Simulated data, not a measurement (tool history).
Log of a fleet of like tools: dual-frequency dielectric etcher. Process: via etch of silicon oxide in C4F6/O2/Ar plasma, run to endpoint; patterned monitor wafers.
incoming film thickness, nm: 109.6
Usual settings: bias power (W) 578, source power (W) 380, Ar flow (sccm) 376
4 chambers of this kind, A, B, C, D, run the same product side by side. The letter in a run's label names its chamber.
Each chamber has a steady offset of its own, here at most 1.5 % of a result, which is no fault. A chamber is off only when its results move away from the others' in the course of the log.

run 1A hour=8.2 | bias_power_(W)=578 source_power_(W)=380 Ar_flow_(sccm)=376 | endpoint_time_(s)=24.074
run 2B hour=18.2 | bias_power_(W)=578 source_power_(W)=380 Ar_flow_(sccm)=376 | endpoint_time_(s)=23.884
run 3D hour=23.5 | bias_power_(W)=578 source_power_(W)=380 Ar_flow_(sccm)=376 | endpoint_time_(s)=24.233
run 4C hour=31.5 | bias_power_(W)=578 source_power_(W)=380 Ar_flow_(sccm)=376 | endpoint_time_(s)=24.073
run 5D hour=36.6 | bias_power_(W)=578 source_power_(W)=380 Ar_flow_(sccm)=376 | endpoint_time_(s)=24.123
-- hour=42.3 chamber B: wet clean of the chamber
run 6C hour=46.4 | bias_power_(W)=578 source_power_(W)=380 Ar_flow_(sccm)=376 | endpoint_time_(s)=24.123
run 7A hour=55.8 | bias_power_(W)=578 source_power_(W)=380 Ar_flow_(sccm)=376 | endpoint_time_(s)=24.009
run 8B hour=62.7 | bias_power_(W)=578 source_power_(W)=380 Ar_flow_(sccm)=376 | endpoint_time_(s)=23.769
run 9A hour=69.9 | bias_power_(W)=578 source_power_(W)=380 Ar_flow_(sccm)=376 | endpoint_time_(s)=24.037
run 10C hour=75.3 | bias_power_(W)=578 source_power_(W)=380 Ar_flow_(sccm)=376 | endpoint_time_(s)=24.037
run 11B hour=82.9 | bias_power_(W)=578 source_power_(W)=440 Ar_flow_(sccm)=332 | endpoint_time_(s)=22.308
-- hour=85.1 chamber A: wet clean of the chamber
run 12D hour=88.1 | bias_power_(W)=578 source_power_(W)=440 Ar_flow_(sccm)=332 | endpoint_time_(s)=22.580
run 13D hour=98.3 | bias_power_(W)=578 source_power_(W)=440 Ar_flow_(sccm)=332 | endpoint_time_(s)=22.548
run 14B hour=107.7 | bias_power_(W)=578 source_power_(W)=440 Ar_flow_(sccm)=332 | endpoint_time_(s)=22.657
run 15A hour=118.1 | bias_power_(W)=578 source_power_(W)=380 Ar_flow_(sccm)=376 | endpoint_time_(s)=22.997
run 16C hour=128.2 | bias_power_(W)=578 source_power_(W)=380 Ar_flow_(sccm)=376 | endpoint_time_(s)=24.125
run 17D hour=135.8 | bias_power_(W)=578 source_power_(W)=380 Ar_flow_(sccm)=376 | endpoint_time_(s)=24.175
run 18A hour=140.8 | bias_power_(W)=578 source_power_(W)=380 Ar_flow_(sccm)=376 | endpoint_time_(s)=23.106
run 19C hour=151.5 | bias_power_(W)=578 source_power_(W)=380 Ar_flow_(sccm)=376 | endpoint_time_(s)=24.172
run 20B hour=156.3 | bias_power_(W)=578 source_power_(W)=380 Ar_flow_(sccm)=376 | endpoint_time_(s)=24.217
run 21C hour=163.3 | bias_power_(W)=578 source_power_(W)=380 Ar_flow_(sccm)=376 | endpoint_time_(s)=23.883
run 22B hour=172.6 | bias_power_(W)=578 source_power_(W)=380 Ar_flow_(sccm)=376 | endpoint_time_(s)=23.758
run 23D hour=183.2 | bias_power_(W)=578 source_power_(W)=380 Ar_flow_(sccm)=376 | endpoint_time_(s)=24.092
run 24A hour=189.9 | bias_power_(W)=578 source_power_(W)=380 Ar_flow_(sccm)=376 | endpoint_time_(s)=22.949
run 25D hour=197.2 | bias_power_(W)=578 source_power_(W)=380 Ar_flow_(sccm)=376 | endpoint_time_(s)=24.180
run 26B hour=205.7 | bias_power_(W)=578 source_power_(W)=380 Ar_flow_(sccm)=376 | endpoint_time_(s)=24.160
run 27A hour=211.9 | bias_power_(W)=578 source_power_(W)=440 Ar_flow_(sccm)=341 | endpoint_time_(s)=21.570
run 28C hour=219.0 | bias_power_(W)=578 source_power_(W)=440 Ar_flow_(sccm)=341 | endpoint_time_(s)=22.525
run 29C hour=229.8 | bias_power_(W)=578 source_power_(W)=440 Ar_flow_(sccm)=341 | endpoint_time_(s)=22.557
run 30B hour=236.9 | bias_power_(W)=578 source_power_(W)=440 Ar_flow_(sccm)=341 | endpoint_time_(s)=22.547
run 31D hour=247.0 | bias_power_(W)=578 source_power_(W)=380 Ar_flow_(sccm)=376 | endpoint_time_(s)=24.360
run 32A hour=251.8 | bias_power_(W)=578 source_power_(W)=380 Ar_flow_(sccm)=376 | endpoint_time_(s)=22.829
run 33C hour=259.7 | bias_power_(W)=578 source_power_(W)=380 Ar_flow_(sccm)=376 | endpoint_time_(s)=23.979
run 34D hour=270.0 | bias_power_(W)=440 source_power_(W)=300 Ar_flow_(sccm)=376 | endpoint_time_(s)=29.039
run 35A hour=275.5 | bias_power_(W)=440 source_power_(W)=300 Ar_flow_(sccm)=376 | endpoint_time_(s)=27.689
run 36B hour=283.2 | bias_power_(W)=440 source_power_(W)=300 Ar_flow_(sccm)=376 | endpoint_time_(s)=29.116

All 4 chambers run these settings next. Forecast each chamber's results:
run 37A hour=291.0 | bias_power_(W)=578 source_power_(W)=380 Ar_flow_(sccm)=431 | endpoint_time_(s)=?
run 37B hour=291.0 | bias_power_(W)=578 source_power_(W)=380 Ar_flow_(sccm)=431 | endpoint_time_(s)=?
run 37C hour=291.0 | bias_power_(W)=578 source_power_(W)=380 Ar_flow_(sccm)=431 | endpoint_time_(s)=?
run 37D hour=291.0 | bias_power_(W)=578 source_power_(W)=380 Ar_flow_(sccm)=431 | endpoint_time_(s)=?

run=37A endpoint_time_(s)=23.119
run=37B endpoint_time_(s)=24.250
run=37C endpoint_time_(s)=24.221
run=37D endpoint_time_(s)=24.666
